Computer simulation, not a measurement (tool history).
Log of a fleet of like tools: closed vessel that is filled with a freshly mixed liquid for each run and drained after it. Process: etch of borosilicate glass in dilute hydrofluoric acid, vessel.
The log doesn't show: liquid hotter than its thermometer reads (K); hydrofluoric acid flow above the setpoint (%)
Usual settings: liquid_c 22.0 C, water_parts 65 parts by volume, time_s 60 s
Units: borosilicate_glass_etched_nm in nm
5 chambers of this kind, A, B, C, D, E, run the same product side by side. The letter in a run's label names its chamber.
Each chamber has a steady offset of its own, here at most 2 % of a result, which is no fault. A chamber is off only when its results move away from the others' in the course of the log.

run	hour	liquid_c	water_parts	time_s	hours since the thermometer was replaced	hours since the hydrofluoric acid flow meter was replaced	read-back film thickness of the borosilicate glass reference wafer, read on the same gauge (nm)	borosilicate_glass_etched_nm
1B	3.4	22.0	65	60	413.5	86.7	50.036	31.669
2E	6.9	22.0	65	60	1345.6	1824.8	50.033	31.414
3C	9.0	22.0	65	60	27.2	364.3	49.993	31.675
4D	13.3	22.0	65	60	892.6	416.6	49.980	32.566
5A	17.8	22.0	65	60	644.0	803.7	50.013	31.529
6D	20.9	25.5	65	45	900.2	424.2	49.976	27.758
7C	23.2	25.5	65	45	41.4	378.5	49.995	27.493
# hour 23.7: chamber D: hydrofluoric acid flow meter replaced
8A	26.1	25.5	65	45	652.3	812.0	50.031	27.214
9E	28.9	25.5	65	45	1367.6	1846.8	50.000	27.545
10B	32.3	25.5	65	45	442.4	115.6	49.991	27.791
11A	34.3	22.0	90	60	660.5	820.2	50.000	22.043
12B	36.4	22.0	90	60	446.5	119.7	50.024	22.331
13C	38.5	22.0	90	60	56.7	393.8	50.017	21.803
14E	41.7	22.0	90	60	1380.4	1859.6	49.967	22.441
15D	44.3	22.0	90	60	923.6	20.7	50.006	22.265
16A	47.3	22.0	65	60	673.5	833.2	50.019	31.263
17C	51.3	22.0	65	60	69.5	406.6	49.992	31.590
18B	53.9	22.0	65	60	464.0	137.2	49.982	32.150
19D	57.0	22.0	65	60	936.3	33.4	49.972	32.334
20E	60.3	22.0	65	60	1399.0	1878.2	50.022	32.025
21D	64.5	22.0	65	60	943.8	40.9	49.981	32.449
22C	68.0	22.0	65	60	86.2	423.3	50.035	31.556
23E	70.0	26.0	65	60	1408.7	1887.9	50.003	38.172
24A	72.9	26.0	65	60	699.1	858.8	49.977	36.618
# hour 74.0: chamber D: thermometer replaced
25B	76.8	26.0	65	60	486.9	160.1	49.969	37.851
26E	79.2	26.0	65	60	1417.9	1897.1	50.022	37.043
27D	82.9	26.0	65	60	9.0	59.3	50.033	37.640
28B	87.0	22.0	90	60	497.1	170.3	50.044	22.067
29C	90.9	22.0	90	60	109.1	446.2	49.990	22.048
30A	93.8	22.0	90	60	720.0	879.7	49.993	22.101
31C	98.1	22.0	90	60	116.3	453.4	50.032	22.231

Is one chamber off against the others, does the gauge drift, or is nothing wrong? If a chamber is off, say which, and what the likeliest cause is.

No chamber stands off beyond its own small offset, and the gauge holds steady.
